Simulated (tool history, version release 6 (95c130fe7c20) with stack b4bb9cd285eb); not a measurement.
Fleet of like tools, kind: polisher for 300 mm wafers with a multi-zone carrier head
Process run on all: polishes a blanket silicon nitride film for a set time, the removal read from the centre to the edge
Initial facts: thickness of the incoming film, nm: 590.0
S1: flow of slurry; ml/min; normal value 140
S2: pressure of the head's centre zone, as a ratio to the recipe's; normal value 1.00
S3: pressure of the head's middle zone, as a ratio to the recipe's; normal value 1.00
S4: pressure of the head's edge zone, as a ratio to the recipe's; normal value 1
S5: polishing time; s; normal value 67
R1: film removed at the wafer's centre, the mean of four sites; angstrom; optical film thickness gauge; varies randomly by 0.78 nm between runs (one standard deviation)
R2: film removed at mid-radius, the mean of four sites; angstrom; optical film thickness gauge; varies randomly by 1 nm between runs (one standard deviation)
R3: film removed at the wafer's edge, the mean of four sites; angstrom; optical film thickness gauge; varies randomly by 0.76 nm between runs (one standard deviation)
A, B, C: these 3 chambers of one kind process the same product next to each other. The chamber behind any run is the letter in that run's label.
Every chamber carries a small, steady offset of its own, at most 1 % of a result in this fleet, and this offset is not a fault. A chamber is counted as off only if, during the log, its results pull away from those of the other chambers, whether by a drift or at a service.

| run | hour | S1 | S2 | S3 | S4 | S5 | R1 | R2 | R3 |
|---|---|---|---|---|---|---|---|---|---|
| 1C | 6.7 | 140 | 1.00 | 1.00 | 1 | 67 | 793.01 | 775.70 | 794.10 |
| 2A | 19.2 | 140 | 1.00 | 1.00 | 1 | 67 | 802.30 | 786.55 | 800.96 |
|  | 31.8 | chamber A: worn pad replaced by a new one |
| 3B | 33.1 | 140 | 1.00 | 1.00 | 1 | 67 | 799.42 | 798.05 | 805.64 |
|  | 35.5 | chamber B: worn pad replaced by a new one |
| 4A | 40.3 | 140 | 1.00 | 1.00 | 1 | 67 | 783.07 | 788.16 | 795.30 |
| 5C | 50.2 | 140 | 1.00 | 1.00 | 1 | 67 | 778.04 | 798.09 | 788.60 |
| 6B | 58.4 | 140 | 1.00 | 1.00 | 1 | 67 | 797.18 | 804.25 | 792.71 |
| 7B | 68.5 | 140 | 1.00 | 1.00 | 1 | 67 | 808.02 | 814.80 | 789.17 |
| 8C | 74.8 | 140 | 1.00 | 1.00 | 1 | 67 | 788.53 | 777.61 | 797.39 |
| 9A | 88.1 | 140 | 1.00 | 1.00 | 1 | 67 | 774.58 | 803.66 | 794.20 |
| 10B | 95.3 | 140 | 1.00 | 1.00 | 1 | 67 | 803.66 | 806.03 | 796.07 |
|  | 98.0 | chamber B: worn pad replaced by a new one |
|  | 100.3 | chamber A: worn pad replaced by a new one |
| 11C | 105.0 | 140 | 1.00 | 1.00 | 1 | 67 | 785.32 | 809.73 | 798.10 |
|  | 113.6 | chamber C: worn pad replaced by a new one |
| 12A | 113.8 | 140 | 1.00 | 1.00 | 1 | 67 | 767.85 | 801.69 | 781.37 |
| 13C | 121.4 | 140 | 1.00 | 1.00 | 1 | 67 | 793.47 | 802.86 | 782.08 |
| 14B | 130.0 | 140 | 1.00 | 0.91 | 1 | 67 | 794.39 | 730.55 | 786.49 |
| 15A | 138.0 | 140 | 1.00 | 0.91 | 1 | 67 | 752.63 | 734.18 | 787.40 |
| 16A | 150.4 | 140 | 1.00 | 0.91 | 1 | 67 | 753.48 | 744.36 | 801.04 |
|  | 162.7 | chamber C: edge zone pressure recalibrated |
| 17B | 163.8 | 140 | 1.00 | 1.00 | 1 | 67 | 811.55 | 783.86 | 804.95 |
| 18C | 172.7 | 140 | 1.00 | 1.00 | 1 | 67 | 788.52 | 805.81 | 800.76 |
|  | 173.7 | chamber B: worn pad replaced by a new one |
|  | 175.9 | chamber A: worn pad replaced by a new one |
| 19B | 182.8 | 170 | 1.00 | 0.88 | 1 | 67 | 823.57 | 730.55 | 831.75 |
|  | 188.0 | chamber B: slurry nozzle cleaned |
| 20C | 190.3 | 170 | 1.00 | 0.88 | 1 | 67 | 809.85 | 736.17 | 822.80 |
|  | 195.6 | chamber C: centre zone pressure recalibrated |
| 21A | 203.2 | 170 | 1.00 | 0.88 | 1 | 67 | 746.37 | 729.54 | 813.74 |
| 22B | 212.2 | 140 | 1.07 | 1.00 | 1 | 81 | 1043.60 | 954.19 | 958.48 |
| 23A | 221.5 | 140 | 1.07 | 1.00 | 1 | 81 | 943.99 | 979.84 | 954.74 |
| 24C | 231.1 | 140 | 1.07 | 1.00 | 1 | 81 | 1016.10 | 963.46 | 939.30 |

Does one chamber stand apart from the rest, does the shared gauge drift, or is all well apart from small per-chamber offsets? Give the chamber and the most likely cause, where there is one.

It is chamber A that slowly wanders off from its peers.
Likeliest cause: centre zone's pressure below its setpoint, % = 8.73.

Here are 4 candidates for chamber A's next run, each the usual settings with a change, their results left as question marks. Which one brings its results back in line with what the others give on the usual settings?
In line means no further than this from the other chambers' mean on the usual settings: R1 27.00 angstrom; R2 36.00 angstrom; R3 27.00 angstrom
| 25A-1 | 241.3 | 135 | 0.93 | 1.03 | 1.02 | 66 | ? | ? | ? |
| 25A-2 | 241.3 | 145 | 1.07 | 0.97 | 0.98 | 68 | ? | ? | ? |
| 25A-3 | 241.3 | 140 | 1.03 | 0.99 | 0.99 | 67 | ? | ? | ? |
| 25A-4 | 241.3 | 140 | 0.97 | 1.01 | 1.01 | 67 | ? | ? | ? |

What the other chambers average on the usual settings: R1 795.60 angstrom; R2 795.21 angstrom; R3 796.65 angstrom
| run | R1 | R2 | R3 |
|---|---|---|---|
| 25A-1 | 646.47 | 805.38 | 782.37 |
| 25A-2 | 788.30 | 796.56 | 798.10 |
| 25A-3 | 739.57 | 794.15 | 786.42 |
| 25A-4 | 692.90 | 808.93 | 794.50 |
With 25A-2, the chamber falls back in line with the rest.

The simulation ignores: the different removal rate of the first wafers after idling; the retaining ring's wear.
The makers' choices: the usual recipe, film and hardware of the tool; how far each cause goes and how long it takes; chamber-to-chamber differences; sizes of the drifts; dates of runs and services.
